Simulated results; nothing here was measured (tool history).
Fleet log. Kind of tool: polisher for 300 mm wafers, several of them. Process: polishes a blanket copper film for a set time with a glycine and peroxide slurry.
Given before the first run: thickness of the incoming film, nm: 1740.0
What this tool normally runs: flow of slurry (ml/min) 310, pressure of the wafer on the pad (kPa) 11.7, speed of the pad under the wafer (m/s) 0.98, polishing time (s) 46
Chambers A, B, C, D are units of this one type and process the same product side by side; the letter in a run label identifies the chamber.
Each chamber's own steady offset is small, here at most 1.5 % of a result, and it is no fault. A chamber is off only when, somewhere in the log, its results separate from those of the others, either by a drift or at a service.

run   hour  flow of slurry (ml/min)  pressure of the wafer on the pad (kPa)  speed of the pad under the wafer (m/s)  polishing time (s)  film removed (angstrom)
 1C    4.7                      310                                    11.7                                    0.98                  46                     1999
 2D   12.3                      310                                    11.7                                    0.98                  46                     2057
      14.7  -- chamber B: worn pad replaced by a new one
 3A   19.6                      310                                    11.7                                    0.98                  46                   2025.5
 4B   27.1                      310                                    11.7                                    0.98                  46                   2004.1
 5D   36.4                      310                                    11.7                                    0.98                  46                   2048.8
      36.7  -- chamber A: worn pad replaced by a new one
      42.9  -- chamber D: worn pad replaced by a new one
 6B   43.3                      310                                    11.7                                    0.98                  46                   2028.4
 7A   49.2                      310                                    11.7                                    0.98                  46                     1923
 8C   57.7                      310                                    11.7                                    0.98                  46                   2044.6
 9A   64.6                      310                                    11.7                                    0.98                  46                   2036.4
10B   72.7                      310                                    11.7                                    0.98                  46                   2012.9
11C   81.6                      310                                    11.7                                    0.98                  46                     2011
12D   88.2                      310                                    11.7                                    0.98                  46                   2031.3
      92.3  -- chamber A: worn pad replaced by a new one
13A   94.7                      310                                    11.7                                    0.98                  46                   1998.7
14C   99.8                      310                                    11.7                                    0.98                  46                   1988.7
     105.6  -- chamber B: worn pad replaced by a new one
15B  106.3                      310                                    11.7                                    0.98                  46                   1976.9
16D  111.1                      310                                    11.7                                    0.98                  46                   2078.3
     116.9  -- chamber B: slurry nozzle cleaned
17D  119.8                      310                                    11.7                                    0.98                  46                   2022.8
     125.8  -- chamber D: worn pad replaced by a new one
18A  126.5                      310                                    11.7                                    0.98                  46                   1988.5
19B    134                      310                                    11.7                                    0.98                  46                   1950.3
     141.9  -- chamber A: slurry nozzle cleaned
20C  141.9                      310                                    11.7                                    0.98                  36                   1518.5
     148.4  -- chamber A: worn pad replaced by a new one
21D    150                      310                                    11.7                                    0.98                  36                   1577.4
22B  155.8                      310                                    11.7                                    0.98                  36                   1554.6
23C  163.2                      310                                    11.7                                    0.98                  36                   1494.6
24A  168.2                      310                                    11.7                                    0.98                  46                   2011.3
25A  177.9                      310                                    11.7                                    0.98                  55                     2413
26C  183.5                      310                                    11.7                                    0.98                  55                   2250.5
     185.5  -- chamber B: worn pad replaced by a new one
27D    191                      310                                    11.7                                    0.98                  55                   2410.6
     195.3  -- chamber D: head pressure recalibrated
28B  197.2                      310                                    11.7                                    0.98                  55                   2438.4
     200.8  -- chamber A: worn pad replaced by a new one
29A  203.1                      310                                    11.7                                    0.98                  46                   2004.4
30B  208.9                      310                                    11.7                                    0.98                  46                   2010.8
     209.6  -- chamber D: worn pad replaced by a new one
31D  216.5                      310                                    11.7                                    0.98                  46                   2012.2
32C    225                      310                                    11.7                                    0.98                  46                   1815.7
33D  231.2                      310                                    11.7                                    0.82                  46                   1769.5
34B  240.7                      310                                    11.7                                    0.82                  46                   1710.2
35C  248.4                      310                                    11.7                                    0.82                  46                   1560.9
     250.8  -- chamber A: worn pad replaced by a new one
36A  253.1                      310                                    11.7                                    0.82                  46                   1712.2
37B  260.2                      310                                    11.7                                    0.98                  46                   2025.3

All 4 chambers run these settings next. Forecast each chamber's results:
38A  267.2                      310                                    11.7                                    0.98                  46                        ?
38B  267.2                      310                                    11.7                                    0.98                  46                        ?
38C  267.2                      310                                    11.7                                    0.98                  46                        ?
38D  267.2                      310                                    11.7                                    0.98                  46                        ?

run  film removed (angstrom)
38A                   2010.8
38B                   1957.9
38C                   1807.2
38D                   2005.2

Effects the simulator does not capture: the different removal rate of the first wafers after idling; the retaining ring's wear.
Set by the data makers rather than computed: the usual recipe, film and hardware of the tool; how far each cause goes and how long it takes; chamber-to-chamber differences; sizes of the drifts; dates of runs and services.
